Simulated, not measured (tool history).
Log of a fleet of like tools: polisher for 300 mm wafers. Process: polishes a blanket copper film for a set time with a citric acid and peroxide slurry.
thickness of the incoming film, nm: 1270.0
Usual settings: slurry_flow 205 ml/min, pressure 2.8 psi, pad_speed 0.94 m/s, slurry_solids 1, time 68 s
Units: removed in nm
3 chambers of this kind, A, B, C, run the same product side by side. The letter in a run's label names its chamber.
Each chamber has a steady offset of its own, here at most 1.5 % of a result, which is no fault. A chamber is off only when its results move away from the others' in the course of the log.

-- day=0.371 chamber B: worn pad replaced by a new one
-- day=0.446 chamber C: worn pad replaced by a new one
run 1A day=0.629 | slurry_flow=205 pressure=2.8 pad_speed=0.94 slurry_solids=1 time=68 | removed=134.39
run 2C day=1.054 | slurry_flow=205 pressure=2.8 pad_speed=0.94 slurry_solids=1 time=68 | removed=133.37
-- day=1.35 chamber A: worn pad replaced by a new one
run 3B day=1.471 | slurry_flow=205 pressure=2.8 pad_speed=0.94 slurry_solids=1 time=68 | removed=134.39
-- day=1.529 chamber B: slurry nozzle cleaned
run 4A day=2.029 | slurry_flow=205 pressure=2.8 pad_speed=0.94 slurry_solids=1 time=68 | removed=134.56
-- day=2.258 chamber A: slurry nozzle cleaned
run 5B day=2.404 | slurry_flow=205 pressure=3.7 pad_speed=0.94 slurry_solids=1 time=68 | removed=177.21
run 6C day=2.696 | slurry_flow=205 pressure=3.7 pad_speed=0.94 slurry_solids=1 time=68 | removed=177.85
-- day=2.721 chamber B: slurry blender recalibrated
run 7B day=3.358 | slurry_flow=205 pressure=3.7 pad_speed=0.94 slurry_solids=1 time=68 | removed=176.87
-- day=3.521 chamber C: worn pad replaced by a new one
-- day=3.571 chamber A: slurry blender recalibrated
-- day=3.667 chamber A: head pressure recalibrated
-- day=3.775 chamber B: worn pad replaced by a new one
run 8A day=3.85 | slurry_flow=205 pressure=2.8 pad_speed=0.94 slurry_solids=1 time=68 | removed=133.15
run 9C day=4.496 | slurry_flow=205 pressure=2.8 pad_speed=0.94 slurry_solids=1 time=68 | removed=134.3
run 10B day=5.042 | slurry_flow=205 pressure=2.8 pad_speed=0.94 slurry_solids=1 time=68 | removed=135.68
run 11C day=5.604 | slurry_flow=205 pressure=2.8 pad_speed=0.94 slurry_solids=1 time=68 | removed=134.68
-- day=5.75 chamber A: worn pad replaced by a new one
run 12A day=6.192 | slurry_flow=205 pressure=2.8 pad_speed=0.94 slurry_solids=1 time=68 | removed=133.41
run 13C day=6.862 | slurry_flow=205 pressure=2.8 pad_speed=0.94 slurry_solids=1 time=68 | removed=134.84
-- day=7.358 chamber C: worn pad replaced by a new one
run 14B day=7.425 | slurry_flow=205 pressure=2.8 pad_speed=1.24 slurry_solids=1 time=59 | removed=152.85
-- day=7.912 chamber C: head pressure recalibrated
-- day=8.033 chamber B: worn pad replaced by a new one
run 15A day=8.038 | slurry_flow=205 pressure=2.8 pad_speed=1.24 slurry_solids=1 time=59 | removed=150.8
run 16B day=8.704 | slurry_flow=205 pressure=2.8 pad_speed=1.24 slurry_solids=1 time=59 | removed=153.87
-- day=8.821 chamber B: slurry blender recalibrated
run 17A day=9.25 | slurry_flow=205 pressure=2.8 pad_speed=0.94 slurry_solids=1 time=68 | removed=133.71
-- day=9.5 chamber A: worn pad replaced by a new one
run 18C day=9.775 | slurry_flow=205 pressure=2.8 pad_speed=0.94 slurry_solids=1 time=68 | removed=147.6
run 19C day=10.425 | slurry_flow=205 pressure=2.8 pad_speed=0.94 slurry_solids=1 time=68 | removed=144.79
-- day=10.475 chamber C: worn pad replaced by a new one
run 20A day=11.042 | slurry_flow=205 pressure=2.8 pad_speed=0.94 slurry_solids=1 time=68 | removed=135.29
-- day=11.138 chamber B: head pressure recalibrated
-- day=11.442 chamber B: worn pad replaced by a new one
run 21B day=11.617 | slurry_flow=205 pressure=2.8 pad_speed=0.94 slurry_solids=1 time=68 | removed=134.61
-- day=11.862 chamber C: slurry blender recalibrated
run 22B day=11.917 | slurry_flow=205 pressure=2.8 pad_speed=0.94 slurry_solids=1 time=68 | removed=136.24
run 23A day=12.579 | slurry_flow=205 pressure=2.8 pad_speed=0.94 slurry_solids=1 time=68 | removed=132.49
run 24C day=13.112 | slurry_flow=205 pressure=2.8 pad_speed=0.94 slurry_solids=1 time=68 | removed=148.57
run 25B day=13.604 | slurry_flow=205 pressure=2.8 pad_speed=0.94 slurry_solids=1 time=68 | removed=133.84
-- day=13.646 chamber C: worn pad replaced by a new one
-- day=13.754 chamber A: slurry blender recalibrated
-- day=13.921 chamber A: worn pad replaced by a new one
run 26C day=14.112 | slurry_flow=205 pressure=2.8 pad_speed=0.94 slurry_solids=1 time=68 | removed=149.71
-- day=14.225 chamber B: slurry blender recalibrated
run 27A day=14.433 | slurry_flow=205 pressure=2.4 pad_speed=0.94 slurry_solids=1 time=57 | removed=98.764
run 28A day=14.754 | slurry_flow=205 pressure=2.4 pad_speed=0.94 slurry_solids=1 time=57 | removed=96.016
run 29C day=15.271 | slurry_flow=205 pressure=2.4 pad_speed=0.94 slurry_solids=1 time=57 | removed=106.49
-- day=15.488 chamber B: worn pad replaced by a new one
run 30B day=15.692 | slurry_flow=205 pressure=2.8 pad_speed=0.94 slurry_solids=1 time=68 | removed=134.64
run 31B day=15.988 | slurry_flow=155 pressure=2.8 pad_speed=0.94 slurry_solids=1 time=51 | removed=97.261
run 32A day=16.642 | slurry_flow=155 pressure=2.8 pad_speed=0.94 slurry_solids=1 time=51 | removed=97.405
run 33C day=17.021 | slurry_flow=155 pressure=2.8 pad_speed=0.94 slurry_solids=1 time=51 | removed=108.64
run 34B day=17.308 | slurry_flow=205 pressure=2.8 pad_speed=0.94 slurry_solids=1.2 time=56 | removed=115.15

Next, every chamber runs the same settings. What will each give?
run 35A day=17.788 | slurry_flow=205 pressure=2.8 pad_speed=0.94 slurry_solids=1 time=68 | removed=?
run 35B day=17.788 | slurry_flow=205 pressure=2.8 pad_speed=0.94 slurry_solids=1 time=68 | removed=?
run 35C day=17.788 | slurry_flow=205 pressure=2.8 pad_speed=0.94 slurry_solids=1 time=68 | removed=?

run=35A removed=135.45
run=35B removed=133.87
run=35C removed=150.01

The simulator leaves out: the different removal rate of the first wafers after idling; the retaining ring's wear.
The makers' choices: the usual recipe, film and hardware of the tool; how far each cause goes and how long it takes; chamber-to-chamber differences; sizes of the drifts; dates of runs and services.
